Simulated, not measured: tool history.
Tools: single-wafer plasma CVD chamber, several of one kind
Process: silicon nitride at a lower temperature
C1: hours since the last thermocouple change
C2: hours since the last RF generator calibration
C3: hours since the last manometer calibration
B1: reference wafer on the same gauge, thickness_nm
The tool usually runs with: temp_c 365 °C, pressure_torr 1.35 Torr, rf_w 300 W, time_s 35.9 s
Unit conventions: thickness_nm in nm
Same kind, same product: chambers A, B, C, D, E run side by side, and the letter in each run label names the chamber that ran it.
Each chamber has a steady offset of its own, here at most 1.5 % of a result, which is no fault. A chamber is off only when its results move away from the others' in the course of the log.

{"run": "1E", "hour": 5.3, "temp_c": 365, "pressure_torr": 1.35, "rf_w": 300, "time_s": 35.9, "C1": 1067.2, "C2": 490.4, "C3": 195.3, "B1": 34.381, "thickness_nm": 40.032}
{"run": "2C", "hour": 10.0, "temp_c": 365, "pressure_torr": 1.35, "rf_w": 300, "time_s": 35.9, "C1": 1031.4, "C2": 1237.5, "C3": 726.3, "B1": 34.377, "thickness_nm": 39.662}
{"run": "3D", "hour": 14.3, "temp_c": 365, "pressure_torr": 1.35, "rf_w": 300, "time_s": 35.9, "C1": 19.1, "C2": 479.8, "C3": 1305.5, "B1": 34.387, "thickness_nm": 39.91}
{"run": "4B", "hour": 18.1, "temp_c": 365, "pressure_torr": 1.35, "rf_w": 300, "time_s": 35.9, "C1": 2578.5, "C2": 334.0, "C3": 494.2, "B1": 34.402, "thickness_nm": 39.634}
{"run": "5A", "hour": 22.8, "temp_c": 357, "pressure_torr": 1.35, "rf_w": 300, "time_s": 35.9, "C1": 1043.1, "C2": 700.2, "C3": 414.6, "B1": 34.374, "thickness_nm": 39.982}
{"run": "6B", "hour": 30.8, "temp_c": 357, "pressure_torr": 1.35, "rf_w": 300, "time_s": 35.9, "C1": 2591.2, "C2": 346.7, "C3": 506.9, "B1": 34.48, "thickness_nm": 40.201}
{"run": "7D", "hour": 38.5, "temp_c": 357, "pressure_torr": 1.35, "rf_w": 300, "time_s": 35.9, "C1": 43.3, "C2": 504.0, "C3": 1329.7, "B1": 34.397, "thickness_nm": 39.876}
{"run": "8C", "hour": 44.7, "temp_c": 357, "pressure_torr": 1.35, "rf_w": 300, "time_s": 35.9, "C1": 1066.1, "C2": 1272.2, "C3": 761.0, "B1": 34.398, "thickness_nm": 40.093}
{"run": "9E", "hour": 48.6, "temp_c": 357, "pressure_torr": 1.35, "rf_w": 300, "time_s": 35.9, "C1": 1110.5, "C2": 533.7, "C3": 238.6, "B1": 34.406, "thickness_nm": 39.941}
{"run": "10A", "hour": 55.8, "temp_c": 365, "pressure_torr": 1.35, "rf_w": 300, "time_s": 35.9, "C1": 1076.1, "C2": 733.2, "C3": 447.6, "B1": 34.393, "thickness_nm": 39.842}
{"run": "11A", "hour": 60.1, "temp_c": 378, "pressure_torr": 1.35, "rf_w": 250, "time_s": 35.9, "C1": 1080.4, "C2": 737.5, "C3": 451.9, "B1": 34.377, "thickness_nm": 35.079}
{"run": "12D", "hour": 64.1, "temp_c": 378, "pressure_torr": 1.35, "rf_w": 250, "time_s": 35.9, "C1": 68.9, "C2": 529.6, "C3": 1355.3, "B1": 34.406, "thickness_nm": 34.349}
{"run": "13B", "hour": 68.9, "temp_c": 378, "pressure_torr": 1.35, "rf_w": 250, "time_s": 35.9, "C1": 2629.3, "C2": 384.8, "C3": 545.0, "B1": 34.395, "thickness_nm": 34.978}
{"run": "14C", "hour": 76.0, "temp_c": 378, "pressure_torr": 1.35, "rf_w": 250, "time_s": 35.9, "C1": 1097.4, "C2": 1303.5, "C3": 792.3, "B1": 34.42, "thickness_nm": 34.787}
{"run": "15E", "hour": 83.9, "temp_c": 378, "pressure_torr": 1.35, "rf_w": 250, "time_s": 35.9, "C1": 1145.8, "C2": 569.0, "C3": 273.9, "B1": 34.362, "thickness_nm": 35.096}
{"run": "16D", "hour": 91.7, "temp_c": 365, "pressure_torr": 1.35, "rf_w": 300, "time_s": 35.9, "C1": 96.5, "C2": 557.2, "C3": 1382.9, "B1": 34.45, "thickness_nm": 39.487}
{"hour": 92.4, "done": "chamber B: thermocouple changed; heater temperature recalibrated"}
{"run": "17C", "hour": 99.3, "temp_c": 365, "pressure_torr": 1.35, "rf_w": 300, "time_s": 35.9, "C1": 1120.7, "C2": 1326.8, "C3": 815.6, "B1": 34.422, "thickness_nm": 40.16}
{"run": "18B", "hour": 102.9, "temp_c": 365, "pressure_torr": 1.35, "rf_w": 300, "time_s": 30.5, "C1": 10.6, "C2": 418.8, "C3": 579.0, "B1": 34.433, "thickness_nm": 33.587}
{"run": "19A", "hour": 107.0, "temp_c": 365, "pressure_torr": 1.35, "rf_w": 300, "time_s": 30.5, "C1": 1127.3, "C2": 784.4, "C3": 498.8, "B1": 34.339, "thickness_nm": 33.262}
{"run": "20E", "hour": 111.9, "temp_c": 365, "pressure_torr": 1.35, "rf_w": 300, "time_s": 30.5, "C1": 1173.8, "C2": 597.0, "C3": 301.9, "B1": 34.355, "thickness_nm": 34.141}
{"run": "21D", "hour": 120.0, "temp_c": 365, "pressure_torr": 1.35, "rf_w": 300, "time_s": 30.5, "C1": 124.8, "C2": 585.5, "C3": 1411.2, "B1": 34.412, "thickness_nm": 33.683}
{"run": "22B", "hour": 124.1, "temp_c": 365, "pressure_torr": 1.35, "rf_w": 300, "time_s": 30.5, "C1": 31.8, "C2": 440.0, "C3": 600.2, "B1": 34.38, "thickness_nm": 33.908}
{"run": "23E", "hour": 127.9, "temp_c": 365, "pressure_torr": 1.35, "rf_w": 300, "time_s": 35.9, "C1": 1189.8, "C2": 613.0, "C3": 317.9, "B1": 34.392, "thickness_nm": 40.114}
{"run": "24C", "hour": 134.4, "temp_c": 365, "pressure_torr": 1.35, "rf_w": 300, "time_s": 35.9, "C1": 1155.8, "C2": 1361.9, "C3": 850.7, "B1": 34.387, "thickness_nm": 39.955}
{"run": "25A", "hour": 138.7, "temp_c": 365, "pressure_torr": 1.35, "rf_w": 300, "time_s": 35.9, "C1": 1159.0, "C2": 816.1, "C3": 530.5, "B1": 34.377, "thickness_nm": 39.725}
{"run": "26C", "hour": 145.8, "temp_c": 365, "pressure_torr": 1.35, "rf_w": 300, "time_s": 35.9, "C1": 1167.2, "C2": 1373.3, "C3": 862.1, "B1": 34.446, "thickness_nm": 39.998}
{"hour": 146.1, "done": "chamber C: RF generator calibrated"}
{"run": "27E", "hour": 152.0, "temp_c": 370, "pressure_torr": 1.35, "rf_w": 260, "time_s": 35.9, "C1": 1213.9, "C2": 637.1, "C3": 342.0, "B1": 34.402, "thickness_nm": 35.807}
{"run": "28D", "hour": 159.6, "temp_c": 370, "pressure_torr": 1.35, "rf_w": 260, "time_s": 35.9, "C1": 164.4, "C2": 625.1, "C3": 1450.8, "B1": 34.425, "thickness_nm": 35.657}
{"run": "29B", "hour": 167.2, "temp_c": 370, "pressure_torr": 1.35, "rf_w": 260, "time_s": 35.9, "C1": 74.9, "C2": 483.1, "C3": 643.3, "B1": 34.404, "thickness_nm": 36.061}
{"run": "30A", "hour": 173.4, "temp_c": 370, "pressure_torr": 1.35, "rf_w": 260, "time_s": 35.9, "C1": 1193.7, "C2": 850.8, "C3": 565.2, "B1": 34.405, "thickness_nm": 36.195}
{"run": "31A", "hour": 179.0, "temp_c": 370, "pressure_torr": 1.35, "rf_w": 260, "time_s": 35.9, "C1": 1199.3, "C2": 856.4, "C3": 570.8, "B1": 34.328, "thickness_nm": 36.151}
{"run": "32C", "hour": 185.5, "temp_c": 365, "pressure_torr": 1.35, "rf_w": 300, "time_s": 35.9, "C1": 1206.9, "C2": 39.5, "C3": 901.8, "B1": 34.411, "thickness_nm": 40.274}
{"run": "33D", "hour": 190.4, "temp_c": 365, "pressure_torr": 1.35, "rf_w": 300, "time_s": 35.9, "C1": 195.2, "C2": 655.9, "C3": 1481.6, "B1": 34.434, "thickness_nm": 39.667}
{"run": "34E", "hour": 197.5, "temp_c": 365, "pressure_torr": 1.35, "rf_w": 300, "time_s": 35.9, "C1": 1259.4, "C2": 682.6, "C3": 387.5, "B1": 34.413, "thickness_nm": 39.973}
{"run": "35B", "hour": 204.0, "temp_c": 365, "pressure_torr": 1.35, "rf_w": 300, "time_s": 35.9, "C1": 111.7, "C2": 519.9, "C3": 680.1, "B1": 34.435, "thickness_nm": 39.978}
{"run": "36D", "hour": 211.6, "temp_c": 365, "pressure_torr": 1.35, "rf_w": 300, "time_s": 35.9, "C1": 216.4, "C2": 677.1, "C3": 1502.8, "B1": 34.452, "thickness_nm": 39.596}

Is one chamber off against the others, does the gauge drift, or is nothing wrong? If a chamber is off, say which, and what the likeliest cause is.

Beyond each chamber's small constant offset nothing stands out, and the gauge stays steady.
